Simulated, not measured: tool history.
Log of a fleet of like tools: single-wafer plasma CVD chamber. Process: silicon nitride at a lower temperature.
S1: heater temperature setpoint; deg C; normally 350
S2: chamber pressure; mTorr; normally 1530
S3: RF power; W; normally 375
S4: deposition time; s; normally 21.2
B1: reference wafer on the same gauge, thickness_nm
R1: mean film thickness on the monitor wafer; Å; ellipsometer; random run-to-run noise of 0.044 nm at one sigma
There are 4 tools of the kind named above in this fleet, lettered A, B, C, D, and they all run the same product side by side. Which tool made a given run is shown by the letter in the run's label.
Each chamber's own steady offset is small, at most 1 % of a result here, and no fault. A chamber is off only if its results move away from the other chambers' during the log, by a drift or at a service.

run,hour,S1,S2,S3,S4,B1,R1
1B,7.2,350,1530,375,21.2,33.399,281.68
2D,14.2,350,1530,375,21.2,33.42,282.16
3A,25.5,350,1530,375,21.2,33.423,285.4
4C,32.6,350,1530,375,21.2,33.418,286.06
5A,39.3,350,1530,375,21.2,33.424,284.93
6D,46.3,350,1530,375,21.2,33.418,282.33
7B,53.4,350,1530,375,21.2,33.453,282.67
8C,61.2,350,1530,375,21.2,33.434,286.78
9C,70.8,350,1530,375,21.2,33.446,287.25
10D,79.2,350,1530,400,19.2,33.449,266.56
11B,85.9,350,1530,400,19.2,33.446,266.64
12A,100.6,350,1530,400,19.2,33.474,268.65
13C,114.9,350,1530,400,19.2,33.469,270.88
14D,121.8,350,1530,375,21.2,33.49,283.97
15A,129.3,350,1530,375,21.2,33.493,286.21
16B,137.1,350,1530,375,21.2,33.488,282.43
17B,144,350,1530,375,21.2,33.507,282.46
18A,157.6,350,1530,375,21.2,33.499,285.87
19D,170.5,350,1530,375,21.2,33.516,282.77
20C,179.9,357,1530,375,21.2,33.52,286.97
21B,192.3,357,1530,375,21.2,33.518,283.32
22D,201.8,357,1530,375,21.2,33.543,282.73
23C,213.6,357,1530,375,21.2,33.541,286.88
24A,226.6,350,1530,375,21.2,33.555,286.03
25D,236.9,350,1530,375,21.2,33.542,283.3
26A,245.4,350,1530,375,21.2,33.571,286.57
27C,256.1,350,1530,375,21.2,33.566,288.92
28B,262.7,350,1530,375,21.2,33.588,283.21
29D,271.3,350,1530,375,19.2,33.573,256.6
30C,283.7,350,1530,375,19.2,33.59,260.62
31B,291,350,1530,375,19.2,33.606,256.84
32A,305.1,350,1530,375,19.2,33.615,259.95

Read the log: is a single chamber off, either drifting away or since a service, is the gauge that measures every chamber drifting, or is nothing wrong beyond small per-chamber offsets? Name any odd chamber and what most likely caused it.

No chamber is off; the gauge reading every chamber's wafers drifts, which makes the whole fleet appear to move together.
Most likely cause: gauge reads high (%) = 0.645.

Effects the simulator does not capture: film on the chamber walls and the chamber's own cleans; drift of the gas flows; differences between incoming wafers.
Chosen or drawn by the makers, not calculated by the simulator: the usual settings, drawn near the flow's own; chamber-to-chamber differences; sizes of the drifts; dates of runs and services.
